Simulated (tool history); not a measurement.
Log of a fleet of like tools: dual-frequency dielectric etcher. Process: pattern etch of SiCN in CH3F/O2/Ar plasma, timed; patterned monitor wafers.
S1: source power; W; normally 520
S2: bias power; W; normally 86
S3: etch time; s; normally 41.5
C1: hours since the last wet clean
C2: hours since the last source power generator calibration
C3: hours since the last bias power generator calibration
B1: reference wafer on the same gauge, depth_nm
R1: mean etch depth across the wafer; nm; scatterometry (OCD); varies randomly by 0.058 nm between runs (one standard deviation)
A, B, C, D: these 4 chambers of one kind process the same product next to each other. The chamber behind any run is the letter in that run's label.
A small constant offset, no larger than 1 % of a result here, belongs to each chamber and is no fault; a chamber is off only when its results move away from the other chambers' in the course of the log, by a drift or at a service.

Run 1B, hour 8.6: usual settings; C1 614.0; C2 1338.3; C3 2062.2; B1 21.705. Result: R1 18.323 nm.
Run 2D, hour 19.0: usual settings; C1 64.1; C2 1488.0; C3 1720.5; B1 21.689. Result: R1 18.146 nm.
At hour 26.1: chamber B: wet clean of the chamber.
Run 3C, hour 27.4: usual settings; C1 267.1; C2 1777.1; C3 935.8; B1 21.681. Result: R1 18.170 nm.
Run 4A, hour 36.2: usual settings; C1 270.1; C2 2132.9; C3 586.0; B1 21.702. Result: R1 18.121 nm.
Run 5D, hour 45.8: usual settings but S2 105 W, S3 49.5 s; C1 90.9; C2 1514.8; C3 1747.3; B1 21.698. Result: R1 23.411 nm.
Run 6B, hour 54.7: usual settings but S2 105 W, S3 49.5 s; C1 28.7; C2 1384.4; C3 2108.3; B1 21.704. Result: R1 23.453 nm.
Run 7A, hour 64.5: usual settings but S2 105 W, S3 49.5 s; C1 298.4; C2 2161.2; C3 614.3; B1 21.702. Result: R1 23.249 nm.
Run 8C, hour 69.7: usual settings but S2 105 W, S3 49.5 s; C1 309.4; C2 1819.4; C3 978.1; B1 21.703. Result: R1 23.407 nm.
Run 9B, hour 76.3: usual settings but S2 75 W, S3 34.0 s; C1 50.3; C2 1406.0; C3 2129.9; B1 21.704. Result: R1 14.294 nm.
Run 10C, hour 86.8: usual settings but S2 75 W, S3 34.0 s; C1 326.5; C2 1836.5; C3 995.2; B1 21.689. Result: R1 14.155 nm.
At hour 93.5: chamber A: wet clean of the chamber.
Run 11D, hour 93.8: usual settings but S2 75 W, S3 34.0 s; C1 138.9; C2 1562.8; C3 1795.3; B1 21.705. Result: R1 14.180 nm.
Run 12A, hour 102.9: usual settings but S2 75 W, S3 34.0 s; C1 9.5; C2 2199.6; C3 652.7; B1 21.702. Result: R1 13.885 nm.
Run 13A, hour 113.5: usual settings; C1 20.1; C2 2210.2; C3 663.3; B1 21.706. Result: R1 17.701 nm.
Run 14D, hour 123.3: usual settings; C1 168.4; C2 1592.3; C3 1824.8; B1 21.695. Result: R1 18.189 nm.
Run 15C, hour 128.9: usual settings; C1 368.6; C2 1878.6; C3 1037.3; B1 21.680. Result: R1 18.218 nm.
Run 16B, hour 138.7: usual settings; C1 112.7; C2 1468.4; C3 2192.3; B1 21.702. Result: R1 18.321 nm.
Run 17B, hour 143.6: usual settings; C1 117.6; C2 1473.3; C3 2197.2; B1 21.683. Result: R1 18.236 nm.
Run 18A, hour 151.1: usual settings; C1 57.7; C2 2247.8; C3 700.9; B1 21.692. Result: R1 17.756 nm.
Run 19D, hour 161.2: usual settings; C1 206.3; C2 1630.2; C3 1862.7; B1 21.690. Result: R1 18.126 nm.
At hour 163.1: chamber C: wet clean of the chamber.
Run 20C, hour 167.4: usual settings; C1 4.3; C2 1917.1; C3 1075.8; B1 21.712. Result: R1 18.202 nm.
Run 21D, hour 173.7: usual settings; C1 218.8; C2 1642.7; C3 1875.2; B1 21.693. Result: R1 18.201 nm.
Run 22A, hour 182.1: usual settings; C1 88.7; C2 2278.8; C3 731.9; B1 21.700. Result: R1 17.726 nm.
Run 23C, hour 190.5: usual settings; C1 27.4; C2 1940.2; C3 1098.9; B1 21.695. Result: R1 18.146 nm.
Run 24B, hour 198.4: usual settings; C1 172.4; C2 1528.1; C3 2252.0; B1 21.703. Result: R1 18.365 nm.
Run 25C, hour 204.3: usual settings; C1 41.2; C2 1954.0; C3 1112.7; B1 21.709. Result: R1 18.199 nm.
Run 26A, hour 209.1: usual settings; C1 115.7; C2 2305.8; C3 758.9; B1 21.695. Result: R1 17.793 nm.
Run 27B, hour 219.2: usual settings; C1 193.2; C2 1548.9; C3 2272.8; B1 21.690. Result: R1 18.224 nm.
Run 28D, hour 227.7: usual settings; C1 272.8; C2 1696.7; C3 1929.2; B1 21.695. Result: R1 18.165 nm.
Run 29C, hour 233.7: usual settings; C1 70.6; C2 1983.4; C3 1142.1; B1 21.682. Result: R1 18.157 nm.
Run 30B, hour 239.9: usual settings; C1 213.9; C2 1569.6; C3 2293.5; B1 21.687. Result: R1 18.191 nm.
Run 31D, hour 246.1: usual settings but S1 470 W, S3 35.0 s; C1 291.2; C2 1715.1; C3 1947.6; B1 21.697. Result: R1 14.748 nm.
Run 32A, hour 251.1: usual settings but S1 470 W, S3 35.0 s; C1 157.7; C2 2347.8; C3 800.9; B1 21.705. Result: R1 14.465 nm.
Run 33B, hour 256.6: usual settings but S1 470 W, S3 35.0 s; C1 230.6; C2 1586.3; C3 2310.2; B1 21.683. Result: R1 14.891 nm.

Is one chamber off against the others, does the gauge drift, or is nothing wrong? If a chamber is off, say which, and what the likeliest cause is.

After it was serviced, chamber A no longer matches the other chambers.
What lies behind it: etch rate under this chamber's usual, % = 2.36.

Below are 4 candidate recipes for chamber A's next run, each the usual settings with a change, their results shown as question marks. Which of them brings A's results back in line with what the other chambers give on the usual settings?
In line means no further than this from the other chambers' mean on the usual settings: R1 0.200 nm
Run 34A-1, hour 264.2: usual settings but S1 530 W, S2 87 W. Result: R1 ?.
Run 34A-2, hour 264.2: usual settings but S2 87 W, S3 42.5 s. Result: R1 ?.
Run 34A-3, hour 264.2: usual settings but S2 85 W, S3 40.5 s. Result: R1 ?.
Run 34A-4, hour 264.2: usual settings but S1 510 W. Result: R1 ?.

Other chambers, usual settings, mean: R1 18.241 nm
  run      R1
34A-1  17.925
34A-2  18.228
34A-3  17.227
34A-4  17.598
The answer is 34A-2, which returns the chamber to within the allowed miss of the others.
